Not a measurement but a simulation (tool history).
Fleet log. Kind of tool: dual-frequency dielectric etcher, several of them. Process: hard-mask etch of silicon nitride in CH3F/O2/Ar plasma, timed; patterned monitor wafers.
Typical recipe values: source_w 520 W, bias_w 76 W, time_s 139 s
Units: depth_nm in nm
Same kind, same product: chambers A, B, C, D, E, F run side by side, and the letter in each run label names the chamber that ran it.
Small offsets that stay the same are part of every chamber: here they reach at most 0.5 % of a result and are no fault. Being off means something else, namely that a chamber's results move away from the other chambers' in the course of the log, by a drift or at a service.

| run | day | source_w | bias_w | time_s | hours since the last wet clean | hours since the last source power generator calibration | hours since the last bias power generator calibration | read-back reference wafer on the same gauge, depth_nm | depth_nm |
|---|---|---|---|---|---|---|---|---|---|
| 1A | 0.488 | 520 | 76 | 139 | 95.9 | 332.6 | 2955.2 | 91.992 | 109.33 |
| 2C | 0.746 | 520 | 76 | 139 | 381.9 | 87.5 | 2445.3 | 91.942 | 109.38 |
| 3F | 1.2 | 520 | 76 | 139 | 392.7 | 3526.7 | 1012.1 | 92.002 | 109.57 |
|  | 1.288 | chamber C: wet clean of the chamber |
| 4E | 1.529 | 520 | 76 | 139 | 351.1 | 3000.4 | 3227.4 | 91.967 | 109.24 |
| 5B | 1.938 | 520 | 76 | 139 | 212.8 | 307.2 | 98.5 | 91.947 | 109.52 |
| 6D | 2.346 | 520 | 66 | 102.5 | 298.9 | 1081.6 | 817.2 | 91.857 | 77.383 |
| 7F | 2.712 | 520 | 66 | 102.5 | 429 | 3563 | 1048.4 | 91.874 | 77.076 |
| 8D | 3.175 | 520 | 66 | 102.5 | 318.8 | 1101.5 | 837.1 | 91.863 | 77.459 |
| 9E | 3.575 | 520 | 66 | 102.5 | 400.2 | 3049.5 | 3276.5 | 91.839 | 76.907 |
| 10C | 4.038 | 520 | 66 | 102.5 | 66 | 166.5 | 2524.3 | 91.854 | 76.893 |
| 11A | 4.362 | 520 | 66 | 102.5 | 188.9 | 425.6 | 3048.2 | 91.827 | 76.46 |
| 12B | 4.642 | 520 | 76 | 139 | 277.7 | 372.1 | 163.4 | 91.798 | 109.29 |
| 13E | 5.112 | 520 | 76 | 139 | 437.1 | 3086.4 | 3313.4 | 91.78 | 109.19 |
|  | 5.171 | chamber F: wet clean of the chamber |
| 14D | 5.55 | 520 | 76 | 139 | 375.8 | 1158.5 | 894.1 | 91.706 | 110.12 |
| 15F | 5.888 | 520 | 76 | 139 | 17.3 | 3639.2 | 1124.6 | 91.759 | 109.15 |
| 16B | 6.3 | 520 | 76 | 139 | 317.5 | 411.9 | 203.2 | 91.705 | 109.34 |
| 17C | 6.521 | 520 | 76 | 139 | 125.6 | 226.1 | 2583.9 | 91.706 | 108.84 |
| 18A | 7.012 | 520 | 76 | 139 | 252.5 | 489.2 | 3111.8 | 91.697 | 108.71 |
| 19B | 7.488 | 520 | 76 | 139 | 346 | 440.4 | 231.7 | 91.665 | 109.31 |
| 20A | 7.854 | 520 | 76 | 139 | 272.7 | 509.4 | 3132 | 91.658 | 108.74 |
| 21E | 8.162 | 520 | 76 | 139 | 510.3 | 3159.6 | 3386.6 | 91.638 | 108.89 |
|  | 8.362 | chamber E: wet clean of the chamber |
| 22D | 8.479 | 520 | 76 | 139 | 446.1 | 1228.8 | 964.4 | 91.611 | 109.43 |
| 23F | 8.9 | 520 | 76 | 139 | 89.6 | 3711.5 | 1196.9 | 91.596 | 108.94 |
| 24C | 9.371 | 520 | 76 | 139 | 194 | 294.5 | 2652.3 | 91.553 | 109.09 |
| 25D | 9.671 | 520 | 76 | 139 | 474.7 | 1257.4 | 993 | 91.536 | 109.67 |
| 26F | 9.908 | 470 | 76 | 153.5 | 113.8 | 3735.7 | 1221.1 | 91.555 | 115.76 |
| 27E | 10.229 | 470 | 76 | 153.5 | 44.9 | 3209.2 | 3436.2 | 91.479 | 115.94 |
| 28C | 10.517 | 470 | 76 | 153.5 | 221.5 | 322 | 2679.8 | 91.469 | 115.61 |
| 29A | 10.921 | 470 | 76 | 153.5 | 346.3 | 583 | 3205.6 | 91.483 | 115.61 |
| 30B | 11.175 | 470 | 76 | 153.5 | 434.5 | 528.9 | 320.2 | 91.497 | 116.2 |
| 31E | 11.438 | 470 | 76 | 153.5 | 73.9 | 3238.2 | 3465.2 | 91.435 | 115.6 |
| 32A | 11.767 | 520 | 76 | 139 | 366.6 | 603.3 | 3225.9 | 91.416 | 108.51 |
| 33C | 12.088 | 520 | 76 | 139 | 259.2 | 359.7 | 2717.5 | 91.423 | 108.51 |
| 34F | 12.454 | 520 | 68 | 161.5 | 174.9 | 3796.8 | 1282.2 | 91.398 | 121.82 |
| 35D | 12.833 | 520 | 68 | 161.5 | 550.6 | 1333.3 | 1068.9 | 91.417 | 122.78 |
| 36B | 13.129 | 520 | 68 | 161.5 | 481.4 | 575.8 | 367.1 | 91.391 | 122.02 |

Next, all 6 chambers run the settings below, one line each with question marks for the results. What does each chamber give?
| 37A | 13.492 | 520 | 76 | 139 |  |  |  |  | ? |
| 37B | 13.492 | 520 | 76 | 139 |  |  |  |  | ? |
| 37C | 13.492 | 520 | 76 | 139 |  |  |  |  | ? |
| 37D | 13.492 | 520 | 76 | 139 |  |  |  |  | ? |
| 37E | 13.492 | 520 | 76 | 139 |  |  |  |  | ? |
| 37F | 13.492 | 520 | 76 | 139 |  |  |  |  | ? |

| run | depth_nm |
|---|---|
| 37A | 108.39 |
| 37B | 108.9 |
| 37C | 108.88 |
| 37D | 109.52 |
| 37E | 108.69 |
| 37F | 108.81 |
